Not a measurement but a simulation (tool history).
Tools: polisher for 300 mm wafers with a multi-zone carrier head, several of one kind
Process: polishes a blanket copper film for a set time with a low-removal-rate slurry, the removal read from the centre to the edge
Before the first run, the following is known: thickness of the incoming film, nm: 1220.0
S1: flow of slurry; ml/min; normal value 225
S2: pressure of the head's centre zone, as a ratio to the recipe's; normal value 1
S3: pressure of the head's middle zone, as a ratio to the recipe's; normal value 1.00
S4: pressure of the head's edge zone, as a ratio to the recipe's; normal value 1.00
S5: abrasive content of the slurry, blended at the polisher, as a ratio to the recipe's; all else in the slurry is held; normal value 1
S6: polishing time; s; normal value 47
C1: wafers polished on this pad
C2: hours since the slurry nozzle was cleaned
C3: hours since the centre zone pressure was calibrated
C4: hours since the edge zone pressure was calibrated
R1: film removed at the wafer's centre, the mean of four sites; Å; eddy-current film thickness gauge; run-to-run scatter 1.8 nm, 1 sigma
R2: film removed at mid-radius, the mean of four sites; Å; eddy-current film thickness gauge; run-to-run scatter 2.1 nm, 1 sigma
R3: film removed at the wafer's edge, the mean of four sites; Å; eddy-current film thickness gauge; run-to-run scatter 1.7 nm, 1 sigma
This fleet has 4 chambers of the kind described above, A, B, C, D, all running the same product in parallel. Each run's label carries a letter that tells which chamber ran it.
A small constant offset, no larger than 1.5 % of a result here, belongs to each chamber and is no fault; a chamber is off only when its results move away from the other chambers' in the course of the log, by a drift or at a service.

Run 1B, hour 7.2: usual settings; C1 967; C2 215.9; C3 347.1; C4 378.4. Result: R1 1488.3 Å, R2 1475.1 Å, R3 1504.8 Å.
Run 2D, hour 12.0: usual settings; C1 570; C2 104.5; C3 271.1; C4 145.2. Result: R1 1476.0 Å, R2 1492.3 Å, R3 1515.9 Å.
Run 3C, hour 19.3: usual settings; C1 775; C2 53.2; C3 203.2; C4 753.4. Result: R1 1481.5 Å, R2 1504.7 Å, R3 1499.9 Å.
At hour 21.2: chamber B: worn pad replaced by a new one.
Run 4A, hour 25.7: usual settings; C1 570; C2 554.7; C3 658.5; C4 268.7. Result: R1 1493.1 Å, R2 1505.0 Å, R3 1501.7 Å.
Run 5C, hour 34.2: usual settings; C1 963; C2 68.1; C3 218.1; C4 768.3. Result: R1 1477.7 Å, R2 1507.4 Å, R3 1513.7 Å.
Run 6D, hour 40.6: usual settings; C1 929; C2 133.1; C3 299.7; C4 173.8. Result: R1 1518.5 Å, R2 1521.1 Å, R3 1500.5 Å.
At hour 44.1: chamber A: slurry nozzle cleaned.
At hour 47.7: chamber C: worn pad replaced by a new one.
Run 7B, hour 48.3: usual settings; C1 340; C2 257.0; C3 388.2; C4 419.5. Result: R1 1476.5 Å, R2 1452.1 Å, R3 1454.2 Å.
At hour 53.0: chamber A: worn pad replaced by a new one.
Run 8A, hour 53.0: usual settings; C1 0; C2 9.0; C3 685.8; C4 296.0. Result: R1 1491.9 Å, R2 1515.1 Å, R3 1503.6 Å.
At hour 56.4: chamber B: centre zone pressure recalibrated.
Run 9C, hour 57.6: usual settings; C1 124; C2 91.5; C3 241.5; C4 791.7. Result: R1 1533.0 Å, R2 1487.6 Å, R3 1524.2 Å.
Run 10B, hour 66.3: usual settings; C1 566; C2 275.0; C3 10.0; C4 437.5. Result: R1 1467.3 Å, R2 1481.7 Å, R3 1476.1 Å.
At hour 68.1: chamber D: worn pad replaced by a new one.
Run 11D, hour 74.5: usual settings; C1 81; C2 167.0; C3 333.6; C4 207.7. Result: R1 1546.4 Å, R2 1536.2 Å, R3 1520.7 Å.
Run 12A, hour 79.5: usual settings; C1 334; C2 35.5; C3 712.3; C4 322.5. Result: R1 1511.3 Å, R2 1514.7 Å, R3 1501.8 Å.
Run 13D, hour 86.4: usual settings; C1 231; C2 178.9; C3 345.5; C4 219.6. Result: R1 1527.9 Å, R2 1513.2 Å, R3 1519.3 Å.
Run 14A, hour 92.6: usual settings; C1 498; C2 48.6; C3 725.4; C4 335.6. Result: R1 1487.8 Å, R2 1511.2 Å, R3 1480.8 Å.
Run 15B, hour 97.8: usual settings; C1 962; C2 306.5; C3 41.5; C4 469.0. Result: R1 1502.0 Å, R2 1484.3 Å, R3 1461.5 Å.
At hour 98.9: chamber B: worn pad replaced by a new one.
Run 16C, hour 104.6: usual settings; C1 715; C2 138.5; C3 288.5; C4 838.7. Result: R1 1499.1 Å, R2 1472.7 Å, R3 1516.4 Å.
Run 17D, hour 108.5: usual settings; C1 508; C2 201.0; C3 367.6; C4 241.7. Result: R1 1549.2 Å, R2 1475.0 Å, R3 1495.0 Å.
Run 18A, hour 115.2: usual settings; C1 782; C2 71.2; C3 748.0; C4 358.2. Result: R1 1483.3 Å, R2 1494.0 Å, R3 1480.0 Å.
Run 19C, hour 120.9: usual settings; C1 920; C2 154.8; C3 304.8; C4 855.0. Result: R1 1472.3 Å, R2 1505.6 Å, R3 1530.1 Å.
At hour 126.7: chamber A: worn pad replaced by a new one.
Run 20B, hour 128.6: usual settings; C1 373; C2 337.3; C3 72.3; C4 499.8. Result: R1 1469.2 Å, R2 1491.9 Å, R3 1497.1 Å.
Run 21C, hour 134.6: usual settings; C1 1092; C2 168.5; C3 318.5; C4 868.7. Result: R1 1489.7 Å, R2 1482.4 Å, R3 1502.2 Å.
At hour 136.8: chamber C: worn pad replaced by a new one.
Run 22D, hour 143.1: usual settings; C1 943; C2 235.6; C3 402.2; C4 276.3. Result: R1 1604.5 Å, R2 1509.1 Å, R3 1508.5 Å.
Run 23B, hour 149.7: usual settings; C1 638; C2 358.4; C3 93.4; C4 520.9. Result: R1 1493.8 Å, R2 1465.5 Å, R3 1497.3 Å.
Run 24A, hour 155.5: usual settings; C1 362; C2 111.5; C3 788.3; C4 398.5. Result: R1 1513.3 Å, R2 1530.8 Å, R3 1473.7 Å.
Run 25D, hour 163.0: usual settings; C1 1193; C2 255.5; C3 422.1; C4 296.2. Result: R1 1619.8 Å, R2 1526.0 Å, R3 1523.9 Å.
Run 26A, hour 171.4: usual settings; C1 562; C2 127.4; C3 804.2; C4 414.4. Result: R1 1471.9 Å, R2 1465.4 Å, R3 1518.7 Å.
Run 27C, hour 178.6: usual settings; C1 525; C2 212.5; C3 362.5; C4 912.7. Result: R1 1529.8 Å, R2 1485.7 Å, R3 1563.1 Å.
Run 28B, hour 184.4: usual settings but S3 1.06, S6 59 s; C1 1074; C2 393.1; C3 128.1; C4 555.6. Result: R1 1854.4 Å, R2 1962.6 Å, R3 1860.5 Å.
At hour 184.7: chamber B: worn pad replaced by a new one.
Run 29B, hour 188.4: usual settings but S3 1.06, S6 59 s; C1 47; C2 397.1; C3 132.1; C4 559.6. Result: R1 1876.2 Å, R2 2009.1 Å, R3 1865.1 Å.
Run 30C, hour 197.3: usual settings but S3 1.06, S6 59 s; C1 760; C2 231.2; C3 381.2; C4 931.4. Result: R1 1886.3 Å, R2 1929.5 Å, R3 1942.4 Å.

Has any chamber moved away from the others, gradually or after a service, or does the common gauge drift, or do the chambers differ only by their own small steady offsets? State the chamber and the most likely cause if one applies.

Little by little, chamber D moves away from the other chambers.
What lies behind it: centre zone's pressure above its setpoint, % = 8.28.

Here are 4 candidates for chamber D's next run, each the usual settings with a change, their results left as question marks. Which one brings its results back in line with what the others give on the usual settings?
In line here means within this much of the mean the other chambers give on the usual settings: R1 62.0 Å; R2 74.0 Å; R3 60.0 Å
Run 31D-1, hour 203.7: usual settings but S2 1.02, S4 0.99. Result: R1 ?, R2 ?, R3 ?.
Run 31D-2, hour 203.7: usual settings but S1 230 ml/min, S2 1.08, S3 0.99, S4 0.97, S6 48 s. Result: R1 ?, R2 ?, R3 ?.
Run 31D-3, hour 203.7: usual settings but S2 0.98, S4 1.01. Result: R1 ?, R2 ?, R3 ?.
Run 31D-4, hour 203.7: usual settings but S1 220 ml/min, S2 0.92, S3 1.01, S4 1.03, S6 46 s. Result: R1 ?, R2 ?, R3 ?.

Mean of the other chambers on the usual settings: R1 1486.5 Å; R2 1487.1 Å; R3 1496.9 Å
  run      R1      R2      R3
31D-1  1678.6  1496.2  1493.8
31D-2  1827.8  1517.6  1512.8
31D-3  1608.2  1496.5  1509.6
31D-4  1465.9  1474.5  1489.4
The right change is 31D-4: it brings the chamber back within the allowed miss of the others.
